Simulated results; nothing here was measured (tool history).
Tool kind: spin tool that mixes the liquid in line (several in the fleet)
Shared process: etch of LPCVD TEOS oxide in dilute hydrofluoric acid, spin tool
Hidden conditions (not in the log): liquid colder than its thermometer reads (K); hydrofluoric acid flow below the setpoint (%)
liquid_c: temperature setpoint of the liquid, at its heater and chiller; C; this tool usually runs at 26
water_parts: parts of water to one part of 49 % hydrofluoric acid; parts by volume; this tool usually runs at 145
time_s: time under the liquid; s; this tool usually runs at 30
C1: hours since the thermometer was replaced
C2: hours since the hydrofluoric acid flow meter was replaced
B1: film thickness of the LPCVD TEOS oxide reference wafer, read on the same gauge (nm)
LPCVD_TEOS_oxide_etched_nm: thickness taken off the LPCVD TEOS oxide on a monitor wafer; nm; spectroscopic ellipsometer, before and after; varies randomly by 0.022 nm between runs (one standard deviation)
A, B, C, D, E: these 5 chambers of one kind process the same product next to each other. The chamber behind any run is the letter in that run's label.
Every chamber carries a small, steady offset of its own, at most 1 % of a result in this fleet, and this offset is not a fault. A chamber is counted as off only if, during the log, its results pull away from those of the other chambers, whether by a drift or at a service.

{"run": "1A", "hour": 4.0, "liquid_c": 26, "water_parts": 145, "time_s": 30, "C1": 56.1, "C2": 1390, "B1": 120.02, "LPCVD_TEOS_oxide_etched_nm": 4.6139}
{"hour": 5.3, "done": "chamber D: thermometer replaced"}
{"run": "2C", "hour": 7.9, "liquid_c": 26, "water_parts": 145, "time_s": 30, "C1": 2197.7, "C2": 522.3, "B1": 119.98, "LPCVD_TEOS_oxide_etched_nm": 4.6315}
{"run": "3B", "hour": 12.1, "liquid_c": 26, "water_parts": 145, "time_s": 30, "C1": 568.2, "C2": 531.7, "B1": 120.01, "LPCVD_TEOS_oxide_etched_nm": 4.5868}
{"run": "4D", "hour": 17.1, "liquid_c": 26, "water_parts": 145, "time_s": 30, "C1": 11.8, "C2": 1107.5, "B1": 119.99, "LPCVD_TEOS_oxide_etched_nm": 4.6158}
{"run": "5E", "hour": 20.6, "liquid_c": 26, "water_parts": 145, "time_s": 30, "C1": 111.2, "C2": 400.3, "B1": 119.98, "LPCVD_TEOS_oxide_etched_nm": 4.6256}
{"run": "6A", "hour": 24.4, "liquid_c": 26, "water_parts": 145, "time_s": 30, "C1": 76.5, "C2": 1410.4, "B1": 119.98, "LPCVD_TEOS_oxide_etched_nm": 4.6514}
{"run": "7D", "hour": 29.5, "liquid_c": 26, "water_parts": 145, "time_s": 20, "C1": 24.2, "C2": 1119.9, "B1": 120.03, "LPCVD_TEOS_oxide_etched_nm": 3.0874}
{"run": "8E", "hour": 33.5, "liquid_c": 26, "water_parts": 145, "time_s": 20, "C1": 124.1, "C2": 413.2, "B1": 120.04, "LPCVD_TEOS_oxide_etched_nm": 3.0737}
{"run": "9B", "hour": 36.1, "liquid_c": 26, "water_parts": 145, "time_s": 20, "C1": 592.2, "C2": 555.7, "B1": 119.99, "LPCVD_TEOS_oxide_etched_nm": 3.0449}
{"run": "10C", "hour": 41.0, "liquid_c": 26, "water_parts": 145, "time_s": 20, "C1": 2230.8, "C2": 555.4, "B1": 120.04, "LPCVD_TEOS_oxide_etched_nm": 3.0589}
{"run": "11B", "hour": 45.5, "liquid_c": 26, "water_parts": 145, "time_s": 20, "C1": 601.6, "C2": 565.1, "B1": 120.02, "LPCVD_TEOS_oxide_etched_nm": 3.0506}
{"run": "12D", "hour": 49.8, "liquid_c": 26, "water_parts": 145, "time_s": 30, "C1": 44.5, "C2": 1140.2, "B1": 120, "LPCVD_TEOS_oxide_etched_nm": 4.5997}
{"run": "13E", "hour": 53.7, "liquid_c": 26, "water_parts": 145, "time_s": 30, "C1": 144.3, "C2": 433.4, "B1": 120, "LPCVD_TEOS_oxide_etched_nm": 4.6375}
{"run": "14C", "hour": 58.3, "liquid_c": 26, "water_parts": 145, "time_s": 30, "C1": 2248.1, "C2": 572.7, "B1": 120, "LPCVD_TEOS_oxide_etched_nm": 4.6058}
{"run": "15A", "hour": 60.7, "liquid_c": 26, "water_parts": 145, "time_s": 30, "C1": 112.8, "C2": 1446.7, "B1": 119.99, "LPCVD_TEOS_oxide_etched_nm": 4.6122}
{"run": "16C", "hour": 65.5, "liquid_c": 26, "water_parts": 145, "time_s": 30, "C1": 2255.3, "C2": 579.9, "B1": 119.99, "LPCVD_TEOS_oxide_etched_nm": 4.6472}
{"run": "17B", "hour": 67.9, "liquid_c": 26, "water_parts": 200, "time_s": 30, "C1": 624, "C2": 587.5, "B1": 120.01, "LPCVD_TEOS_oxide_etched_nm": 3.1102}
{"run": "18D", "hour": 72.3, "liquid_c": 26, "water_parts": 200, "time_s": 30, "C1": 67, "C2": 1162.7, "B1": 120.01, "LPCVD_TEOS_oxide_etched_nm": 3.15}
{"run": "19A", "hour": 74.9, "liquid_c": 26, "water_parts": 200, "time_s": 30, "C1": 127, "C2": 1460.9, "B1": 119.99, "LPCVD_TEOS_oxide_etched_nm": 3.1542}
{"run": "20E", "hour": 77.3, "liquid_c": 26, "water_parts": 200, "time_s": 30, "C1": 167.9, "C2": 457, "B1": 119.99, "LPCVD_TEOS_oxide_etched_nm": 3.1856}
{"run": "21E", "hour": 79.9, "liquid_c": 26, "water_parts": 200, "time_s": 30, "C1": 170.5, "C2": 459.6, "B1": 120.01, "LPCVD_TEOS_oxide_etched_nm": 3.1903}
{"run": "22C", "hour": 82.3, "liquid_c": 30, "water_parts": 145, "time_s": 30, "C1": 2272.1, "C2": 596.7, "B1": 119.99, "LPCVD_TEOS_oxide_etched_nm": 5.3413}
{"run": "23D", "hour": 87.4, "liquid_c": 30, "water_parts": 145, "time_s": 30, "C1": 82.1, "C2": 1177.8, "B1": 119.98, "LPCVD_TEOS_oxide_etched_nm": 5.3567}
{"run": "24A", "hour": 92.6, "liquid_c": 30, "water_parts": 145, "time_s": 30, "C1": 144.7, "C2": 1478.6, "B1": 120.01, "LPCVD_TEOS_oxide_etched_nm": 5.3855}
{"run": "25B", "hour": 95.9, "liquid_c": 30, "water_parts": 145, "time_s": 30, "C1": 652, "C2": 615.5, "B1": 119.99, "LPCVD_TEOS_oxide_etched_nm": 5.3214}
{"run": "26C", "hour": 98.5, "liquid_c": 30, "water_parts": 145, "time_s": 30, "C1": 2288.3, "C2": 612.9, "B1": 120.01, "LPCVD_TEOS_oxide_etched_nm": 5.3396}
{"run": "27B", "hour": 100.9, "liquid_c": 26, "water_parts": 145, "time_s": 30, "C1": 657, "C2": 620.5, "B1": 120.01, "LPCVD_TEOS_oxide_etched_nm": 4.6035}
{"run": "28D", "hour": 105.4, "liquid_c": 26, "water_parts": 145, "time_s": 30, "C1": 100.1, "C2": 1195.8, "B1": 120.03, "LPCVD_TEOS_oxide_etched_nm": 4.6404}
{"run": "29A", "hour": 110.1, "liquid_c": 26, "water_parts": 145, "time_s": 30, "C1": 162.2, "C2": 1496.1, "B1": 119.95, "LPCVD_TEOS_oxide_etched_nm": 4.6265}
{"run": "30E", "hour": 114.7, "liquid_c": 26, "water_parts": 145, "time_s": 30, "C1": 205.3, "C2": 494.4, "B1": 120.03, "LPCVD_TEOS_oxide_etched_nm": 4.6214}
{"run": "31E", "hour": 118.8, "liquid_c": 26, "water_parts": 145, "time_s": 30, "C1": 209.4, "C2": 498.5, "B1": 119.99, "LPCVD_TEOS_oxide_etched_nm": 4.6743}
{"run": "32B", "hour": 122.3, "liquid_c": 26, "water_parts": 145, "time_s": 30, "C1": 678.4, "C2": 641.9, "B1": 119.98, "LPCVD_TEOS_oxide_etched_nm": 4.6009}
{"run": "33A", "hour": 124.9, "liquid_c": 26, "water_parts": 145, "time_s": 30, "C1": 177, "C2": 1510.9, "B1": 120, "LPCVD_TEOS_oxide_etched_nm": 4.659}
{"run": "34D", "hour": 129.2, "liquid_c": 26, "water_parts": 145, "time_s": 30, "C1": 123.9, "C2": 1219.6, "B1": 120.02, "LPCVD_TEOS_oxide_etched_nm": 4.6428}
{"run": "35C", "hour": 134.4, "liquid_c": 26, "water_parts": 145, "time_s": 30, "C1": 2324.2, "C2": 648.8, "B1": 120, "LPCVD_TEOS_oxide_etched_nm": 4.6237}
{"run": "36C", "hour": 139.0, "liquid_c": 26, "water_parts": 145, "time_s": 30, "C1": 2328.8, "C2": 653.4, "B1": 119.99, "LPCVD_TEOS_oxide_etched_nm": 4.6481}
{"run": "37A", "hour": 142.4, "liquid_c": 26, "water_parts": 145, "time_s": 30, "C1": 194.5, "C2": 1528.4, "B1": 119.98, "LPCVD_TEOS_oxide_etched_nm": 4.6151}
{"run": "38E", "hour": 145.0, "liquid_c": 26, "water_parts": 145, "time_s": 30, "C1": 235.6, "C2": 524.7, "B1": 120.01, "LPCVD_TEOS_oxide_etched_nm": 4.6205}
{"run": "39B", "hour": 148.3, "liquid_c": 26, "water_parts": 145, "time_s": 30, "C1": 704.4, "C2": 667.9, "B1": 120.03, "LPCVD_TEOS_oxide_etched_nm": 4.5677}

Decide between three cases: one chamber stands off from its peers, the gauge reading all wafers drifts, or nothing is wrong past each chamber's small offset. Where a chamber is off, say which and what most likely put it there.

The fleet is healthy, with each chamber sitting at its usual small offset and no drift in the gauge.
